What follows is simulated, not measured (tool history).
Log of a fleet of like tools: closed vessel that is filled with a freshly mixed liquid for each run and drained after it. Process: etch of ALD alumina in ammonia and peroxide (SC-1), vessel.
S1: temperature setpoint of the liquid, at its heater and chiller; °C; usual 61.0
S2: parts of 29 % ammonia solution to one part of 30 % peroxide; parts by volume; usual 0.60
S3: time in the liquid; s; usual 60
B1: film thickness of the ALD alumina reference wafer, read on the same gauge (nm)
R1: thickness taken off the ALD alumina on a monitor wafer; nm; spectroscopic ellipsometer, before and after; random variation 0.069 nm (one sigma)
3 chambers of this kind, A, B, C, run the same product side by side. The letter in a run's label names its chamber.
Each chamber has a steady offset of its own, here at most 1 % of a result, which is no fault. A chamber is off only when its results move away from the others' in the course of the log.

| run | hour | S1 | S2 | S3 | B1 | R1 |
|---|---|---|---|---|---|---|
|  | 3.4 | chamber C: thermometer replaced |
| 1A | 7.3 | 61.0 | 0.60 | 60 | 119.96 | 7.3266 |
| 2B | 12.5 | 61.0 | 0.60 | 60 | 120.03 | 7.3941 |
| 3C | 19.7 | 61.0 | 0.60 | 60 | 119.97 | 7.4038 |
| 4A | 24.5 | 61.0 | 0.60 | 60 | 119.99 | 7.3538 |
| 5B | 32.6 | 61.0 | 0.60 | 60 | 120.00 | 7.4505 |
| 6C | 37.4 | 61.0 | 0.60 | 60 | 120.06 | 7.4929 |
| 7A | 43.9 | 61.0 | 0.60 | 60 | 120.04 | 7.4238 |
| 8B | 50.3 | 61.0 | 0.60 | 60 | 120.05 | 7.5168 |
| 9C | 59.3 | 55.5 | 0.60 | 60 | 120.05 | 5.5972 |
| 10C | 66.2 | 55.5 | 0.60 | 60 | 120.04 | 5.5372 |
| 11B | 73.0 | 55.5 | 0.60 | 60 | 120.02 | 5.4561 |
| 12A | 82.6 | 56.5 | 0.60 | 50 | 119.99 | 4.8951 |
| 13C | 87.9 | 56.5 | 0.60 | 50 | 119.99 | 4.9448 |
| 14B | 94.9 | 56.5 | 0.60 | 50 | 120.01 | 4.7641 |
| 15A | 105.2 | 61.0 | 0.60 | 60 | 120.02 | 7.4375 |
| 16B | 114.2 | 61.0 | 0.60 | 60 | 119.97 | 7.0935 |
| 17A | 122.0 | 66.5 | 0.60 | 60 | 120.03 | 9.6175 |
| 18C | 130.3 | 66.5 | 0.60 | 60 | 120.03 | 9.7236 |
| 19C | 136.4 | 66.5 | 0.60 | 60 | 119.94 | 9.6313 |
| 20A | 145.8 | 61.0 | 0.60 | 60 | 120.04 | 7.3811 |
| 21B | 151.5 | 61.0 | 0.35 | 60 | 120.02 | 6.6650 |
| 22A | 158.7 | 61.0 | 0.35 | 60 | 120.04 | 7.0551 |
| 23B | 163.4 | 61.0 | 0.35 | 60 | 120.00 | 6.5027 |
| 24C | 172.4 | 61.0 | 0.60 | 60 | 119.98 | 7.4939 |
|  | 180.9 | chamber A: ammonia flow meter replaced |
| 25B | 181.7 | 61.0 | 0.60 | 60 | 120.02 | 6.8492 |
| 26A | 187.0 | 61.0 | 0.60 | 60 | 120.00 | 7.3392 |
| 27C | 196.7 | 61.0 | 0.60 | 60 | 120.04 | 7.4090 |

Next, every chamber runs the same settings. What will each give?
| 28A | 204.5 | 61.0 | 0.60 | 60 |  | ? |
| 28B | 204.5 | 61.0 | 0.60 | 60 |  | ? |
| 28C | 204.5 | 61.0 | 0.60 | 60 |  | ? |

| run | R1 |
|---|---|
| 28A | 7.3636 |
| 28B | 6.7063 |
| 28C | 7.3095 |

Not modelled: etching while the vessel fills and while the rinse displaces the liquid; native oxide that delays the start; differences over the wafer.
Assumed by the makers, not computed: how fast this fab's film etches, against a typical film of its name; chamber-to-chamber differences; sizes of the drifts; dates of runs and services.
